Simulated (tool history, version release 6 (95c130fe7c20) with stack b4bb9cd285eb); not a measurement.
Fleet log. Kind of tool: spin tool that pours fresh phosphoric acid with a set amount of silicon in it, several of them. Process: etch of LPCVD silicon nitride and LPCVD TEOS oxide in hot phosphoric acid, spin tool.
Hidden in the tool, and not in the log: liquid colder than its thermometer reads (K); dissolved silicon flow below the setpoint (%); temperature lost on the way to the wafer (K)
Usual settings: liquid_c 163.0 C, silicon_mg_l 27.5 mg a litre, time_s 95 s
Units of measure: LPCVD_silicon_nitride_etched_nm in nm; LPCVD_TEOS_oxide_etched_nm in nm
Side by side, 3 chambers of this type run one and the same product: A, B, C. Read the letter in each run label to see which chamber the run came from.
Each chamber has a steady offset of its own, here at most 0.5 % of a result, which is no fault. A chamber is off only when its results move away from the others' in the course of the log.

| run | day | liquid_c | silicon_mg_l | time_s | hours since the thermometer was replaced | hours since the dissolved silicon flow meter was replaced | hours since the heated supply line was repaired | read-back film thickness of the LPCVD silicon nitride reference wafer, read on the same gauge (nm) | read-back film thickness of the LPCVD TEOS oxide reference wafer, read on the same gauge (nm) | LPCVD_silicon_nitride_etched_nm | LPCVD_TEOS_oxide_etched_nm |
|---|---|---|---|---|---|---|---|---|---|---|---|
| 1C | 0.150 | 163.0 | 27.5 | 95 | 537.5 | 398.3 | 1370.7 | 80.004 | 120.00 | 9.6085 | 0.288740 |
| 2A | 0.317 | 163.0 | 27.5 | 95 | 239.2 | 27.7 | 675.2 | 80.034 | 120.00 | 9.6770 | 0.295470 |
| 3B | 0.471 | 163.0 | 27.5 | 95 | 559.8 | 77.0 | 2374.2 | 80.021 | 120.00 | 9.5510 | 0.315560 |
| 4C | 0.554 | 163.0 | 27.5 | 95 | 547.2 | 408.0 | 1380.4 | 79.998 | 120.00 | 9.6644 | 0.246620 |
| 5B | 0.667 | 163.0 | 27.5 | 95 | 564.5 | 81.7 | 2378.9 | 80.014 | 119.99 | 9.6786 | 0.269950 |
| 6A | 0.821 | 161.0 | 27.5 | 130 | 251.3 | 39.8 | 687.3 | 80.034 | 120.01 | 12.3500 | 0.339590 |
| 7A | 0.950 | 161.0 | 27.5 | 130 | 254.4 | 42.9 | 690.4 | 79.941 | 119.99 | 12.2150 | 0.360840 |
| 8B | 1.112 | 161.0 | 27.5 | 130 | 575.2 | 92.4 | 2389.6 | 80.027 | 120.01 | 12.1510 | 0.292000 |
| 9C | 1.283 | 163.0 | 27.5 | 95 | 564.7 | 425.5 | 1397.9 | 79.948 | 120.01 | 9.6005 | 0.311160 |
| 10C | 1.362 | 163.0 | 27.5 | 95 | 566.6 | 427.4 | 1399.8 | 80.020 | 120.01 | 9.6015 | 0.278500 |
| 11A | 1.538 | 163.0 | 27.5 | 95 | 268.5 | 57.0 | 704.5 | 80.044 | 120.00 | 9.5903 | 0.267520 |
| 12B | 1.642 | 163.0 | 27.5 | 95 | 587.9 | 105.1 | 2402.3 | 79.981 | 120.02 | 9.5641 | 0.277660 |
|  | 1.717 | chamber C: heated supply line repaired |
| 13C | 1.804 | 163.0 | 27.5 | 95 | 577.2 | 438.0 | 2.2 | 80.023 | 119.99 | 9.5435 | 0.280810 |
| 14A | 1.933 | 163.0 | 27.5 | 95 | 278.0 | 66.5 | 714.0 | 79.984 | 119.99 | 9.6160 | 0.290260 |
| 15B | 2.112 | 163.0 | 27.5 | 95 | 599.2 | 116.4 | 2413.6 | 80.001 | 119.99 | 9.7851 | 0.282000 |
| 16A | 2.217 | 163.0 | 27.5 | 95 | 284.8 | 73.3 | 720.8 | 79.978 | 119.98 | 9.6778 | 0.265170 |
| 17C | 2.321 | 165.5 | 27.5 | 95 | 589.6 | 450.4 | 14.6 | 79.987 | 120.01 | 10.3630 | 0.318090 |
| 18B | 2.429 | 165.5 | 27.5 | 95 | 606.8 | 124.0 | 2421.2 | 80.002 | 119.99 | 10.4410 | 0.275240 |
| 19B | 2.538 | 165.5 | 27.5 | 95 | 609.4 | 126.6 | 2423.8 | 79.981 | 119.99 | 10.4240 | 0.371030 |
| 20C | 2.679 | 163.0 | 27.5 | 95 | 598.2 | 459.0 | 23.2 | 79.976 | 120.00 | 9.3449 | 0.276940 |
| 21A | 2.825 | 163.0 | 27.5 | 150 | 299.4 | 87.9 | 735.4 | 80.008 | 119.99 | 15.1460 | 0.446900 |
| 22A | 2.971 | 163.0 | 27.5 | 150 | 302.9 | 91.4 | 738.9 | 80.011 | 120.01 | 15.0740 | 0.434050 |
| 23C | 3.108 | 163.0 | 27.5 | 150 | 608.5 | 469.3 | 33.5 | 79.976 | 120.01 | 14.8940 | 0.373040 |
| 24B | 3.283 | 163.0 | 27.5 | 95 | 627.3 | 144.5 | 2441.7 | 80.011 | 119.98 | 9.6052 | 0.277890 |
| 25B | 3.425 | 163.0 | 27.5 | 95 | 630.7 | 147.9 | 2445.1 | 80.064 | 120.00 | 9.7277 | 0.266060 |
| 26A | 3.604 | 163.0 | 27.5 | 40 | 318.1 | 106.6 | 754.1 | 79.976 | 120.01 | 4.0122 | 0.088115 |
| 27C | 3.738 | 163.0 | 27.5 | 40 | 623.6 | 484.4 | 48.6 | 80.005 | 119.99 | 3.9249 | 0.119960 |
| 28C | 3.833 | 163.0 | 27.5 | 40 | 625.9 | 486.7 | 50.9 | 79.992 | 120.00 | 3.8743 | 0.111810 |
| 29B | 3.983 | 163.0 | 27.5 | 95 | 644.1 | 161.3 | 2458.5 | 80.047 | 120.00 | 9.6211 | 0.252860 |
| 30A | 4.096 | 163.0 | 16.5 | 95 | 329.9 | 118.4 | 765.9 | 80.012 | 120.00 | 9.6624 | 0.427680 |
| 31C | 4.188 | 163.0 | 16.5 | 95 | 634.4 | 495.2 | 59.4 | 79.963 | 119.97 | 9.2645 | 0.376760 |
| 32B | 4.271 | 163.0 | 16.5 | 95 | 651.0 | 168.2 | 2465.4 | 79.957 | 120.00 | 9.5758 | 0.378910 |
| 33A | 4.421 | 163.0 | 27.5 | 95 | 337.7 | 126.2 | 773.7 | 80.001 | 119.99 | 9.5826 | 0.268230 |
| 34A | 4.562 | 163.0 | 27.5 | 95 | 341.1 | 129.6 | 777.1 | 79.983 | 120.01 | 9.4507 | 0.304850 |
| 35B | 4.729 | 163.0 | 27.5 | 95 | 662.0 | 179.2 | 2476.4 | 79.990 | 119.99 | 9.6805 | 0.263560 |
| 36C | 4.875 | 163.0 | 27.5 | 95 | 650.9 | 511.7 | 75.9 | 80.018 | 120.00 | 9.2381 | 0.227270 |

Has any chamber moved away from the others, gradually or after a service, or does the common gauge drift, or do the chambers differ only by their own small steady offsets? State the chamber and the most likely cause if one applies.

One chamber, C, drifts off from the rest bit by bit.
Likeliest cause: liquid colder than its thermometer reads (K) = 1.42.

Here are 4 candidates for chamber C's next run, each the usual settings with a change, their results left as question marks. Which one brings its results back in line with what the others give on the usual settings?
Allowed miss from the other chambers' usual-settings mean, per result, to count as in line: LPCVD_silicon_nitride_etched_nm 0.2600 nm; LPCVD_TEOS_oxide_etched_nm 0.110000 nm
| 37C-1 | 5.008 | 163.0 | 29.0 | 90 |  |  |  |  |  | ? | ? |
| 37C-2 | 5.008 | 163.0 | 24.5 | 105 |  |  |  |  |  | ? | ? |
| 37C-3 | 5.008 | 163.0 | 30.5 | 85 |  |  |  |  |  | ? | ? |
| 37C-4 | 5.008 | 163.0 | 26.0 | 100 |  |  |  |  |  | ? | ? |

The mean the other chambers reach with the usual settings: LPCVD_silicon_nitride_etched_nm 9.6063 nm; LPCVD_TEOS_oxide_etched_nm 0.272130 nm
| run | LPCVD_silicon_nitride_etched_nm | LPCVD_TEOS_oxide_etched_nm |
|---|---|---|
| 37C-1 | 8.6806 | 0.233020 |
| 37C-2 | 10.1270 | 0.318900 |
| 37C-3 | 8.1984 | 0.207370 |
| 37C-4 | 9.6451 | 0.288780 |
It is 37C-4 that realigns the chamber with its peers.

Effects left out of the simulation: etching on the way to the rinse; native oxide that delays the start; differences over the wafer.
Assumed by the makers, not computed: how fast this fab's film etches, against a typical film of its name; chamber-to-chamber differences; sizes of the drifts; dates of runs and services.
